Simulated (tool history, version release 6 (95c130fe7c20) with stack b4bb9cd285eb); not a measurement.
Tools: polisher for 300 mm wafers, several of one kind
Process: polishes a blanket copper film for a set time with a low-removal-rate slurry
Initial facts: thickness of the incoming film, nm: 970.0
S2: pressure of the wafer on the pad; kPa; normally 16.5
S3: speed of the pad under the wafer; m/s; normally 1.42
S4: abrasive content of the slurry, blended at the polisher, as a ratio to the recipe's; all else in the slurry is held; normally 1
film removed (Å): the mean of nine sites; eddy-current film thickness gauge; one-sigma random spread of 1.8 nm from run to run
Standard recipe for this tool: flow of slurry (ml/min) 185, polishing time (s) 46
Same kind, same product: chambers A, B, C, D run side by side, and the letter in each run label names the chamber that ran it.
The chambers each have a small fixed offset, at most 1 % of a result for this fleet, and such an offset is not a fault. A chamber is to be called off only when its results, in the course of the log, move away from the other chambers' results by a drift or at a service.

At hour 0.7: chamber A: head pressure recalibrated.
Run 1A, hour 6.1: usual settings. Result: film removed (Å) 1461.6.
Run 2C, hour 11.0: usual settings. Result: film removed (Å) 1465.6.
Run 3B, hour 14.1: usual settings. Result: film removed (Å) 1466.8.
Run 4D, hour 20.5: usual settings. Result: film removed (Å) 1480.0.
Run 5D, hour 24.6: usual settings. Result: film removed (Å) 1448.5.
At hour 25.0: chamber B: worn pad replaced by a new one.
At hour 29.7: chamber D: worn pad replaced by a new one.
Run 6B, hour 30.9: usual settings. Result: film removed (Å) 1471.9.
Run 7C, hour 34.6: usual settings. Result: film removed (Å) 1470.8.
Run 8A, hour 41.0: usual settings. Result: film removed (Å) 1469.2.
At hour 44.8: chamber C: worn pad replaced by a new one.
Run 9D, hour 46.9: usual settings but flow of slurry (ml/min) 210, S3 1.86 m/s. Result: film removed (Å) 1957.6.
At hour 48.8: chamber C: head pressure recalibrated.
Run 10A, hour 52.1: usual settings but flow of slurry (ml/min) 210, S3 1.86 m/s. Result: film removed (Å) 1956.1.
At hour 53.8: chamber A: slurry nozzle cleaned.
Run 11B, hour 57.2: usual settings but flow of slurry (ml/min) 210, S3 1.86 m/s. Result: film removed (Å) 1975.4.
Run 12C, hour 62.5: usual settings but flow of slurry (ml/min) 210, S3 1.86 m/s. Result: film removed (Å) 1942.2.
At hour 63.2: chamber B: head pressure recalibrated.
Run 13D, hour 68.3: usual settings. Result: film removed (Å) 1448.4.
Run 14A, hour 72.5: usual settings but flow of slurry (ml/min) 160. Result: film removed (Å) 1431.4.
Run 15C, hour 77.3: usual settings but flow of slurry (ml/min) 160. Result: film removed (Å) 1448.5.
Run 16B, hour 82.9: usual settings but flow of slurry (ml/min) 160. Result: film removed (Å) 1304.8.
Run 17A, hour 86.8: usual settings but flow of slurry (ml/min) 160. Result: film removed (Å) 1420.6.
At hour 92.4: chamber C: worn pad replaced by a new one.
Run 18D, hour 93.3: usual settings. Result: film removed (Å) 1447.5.
At hour 94.2: chamber A: worn pad replaced by a new one.
Run 19C, hour 97.3: usual settings. Result: film removed (Å) 1486.0.
At hour 97.7: chamber D: head pressure recalibrated.
Run 20B, hour 101.3: usual settings. Result: film removed (Å) 1319.8.
Run 21B, hour 105.4: usual settings. Result: film removed (Å) 1293.3.
Run 22C, hour 109.9: usual settings. Result: film removed (Å) 1497.5.
Run 23D, hour 115.0: usual settings. Result: film removed (Å) 1473.9.
Run 24A, hour 119.2: usual settings. Result: film removed (Å) 1462.8.
Run 25B, hour 123.9: usual settings. Result: film removed (Å) 1335.7.
Run 26D, hour 127.1: usual settings. Result: film removed (Å) 1474.7.
Run 27A, hour 132.2: usual settings but flow of slurry (ml/min) 225. Result: film removed (Å) 1487.1.
At hour 132.4: chamber D: worn pad replaced by a new one.
Run 28C, hour 137.3: usual settings but flow of slurry (ml/min) 225. Result: film removed (Å) 1501.2.
At hour 138.9: chamber C: worn pad replaced by a new one.
Run 29D, hour 143.0: usual settings but flow of slurry (ml/min) 225. Result: film removed (Å) 1497.6.
Run 30C, hour 146.4: usual settings but flow of slurry (ml/min) 225. Result: film removed (Å) 1473.0.

Does one chamber stand apart from the rest, does the shared gauge drift, or is all well apart from small per-chamber offsets? Give the chamber and the most likely cause, where there is one.

Chamber B has stood off from the others ever since a service on it.
Likeliest cause: head's pressure below its setpoint, % = 11.7.

Which of the 4 candidates below, each the usual settings with something changed and its results left as question marks, puts chamber B back in line with what the other chambers give on the usual settings?
Allowed miss from the other chambers' usual-settings mean, per result, to count as in line: film removed (Å) 64.0
Run 31B-1, hour 151.3: usual settings but flow of slurry (ml/min) 190, S3 1.58 m/s. Result: film removed (Å) ?.
Run 31B-2, hour 151.3: usual settings but S2 15.9 kPa, S3 1.36 m/s, polishing time (s) 44. Result: film removed (Å) ?.
Run 31B-3, hour 151.3: usual settings but S2 20.7 kPa. Result: film removed (Å) ?.
Run 31B-4, hour 151.3: usual settings but flow of slurry (ml/min) 180, polishing time (s) 37. Result: film removed (Å) ?.

Mean of the other chambers on the usual settings: film removed (Å) 1464.1
  run  film removed (Å)
31B-1            1446.6
31B-2            1138.1
31B-3            1619.0
31B-4            1038.3
Change 31B-1 lands the chamber within the allowed miss of the other chambers.

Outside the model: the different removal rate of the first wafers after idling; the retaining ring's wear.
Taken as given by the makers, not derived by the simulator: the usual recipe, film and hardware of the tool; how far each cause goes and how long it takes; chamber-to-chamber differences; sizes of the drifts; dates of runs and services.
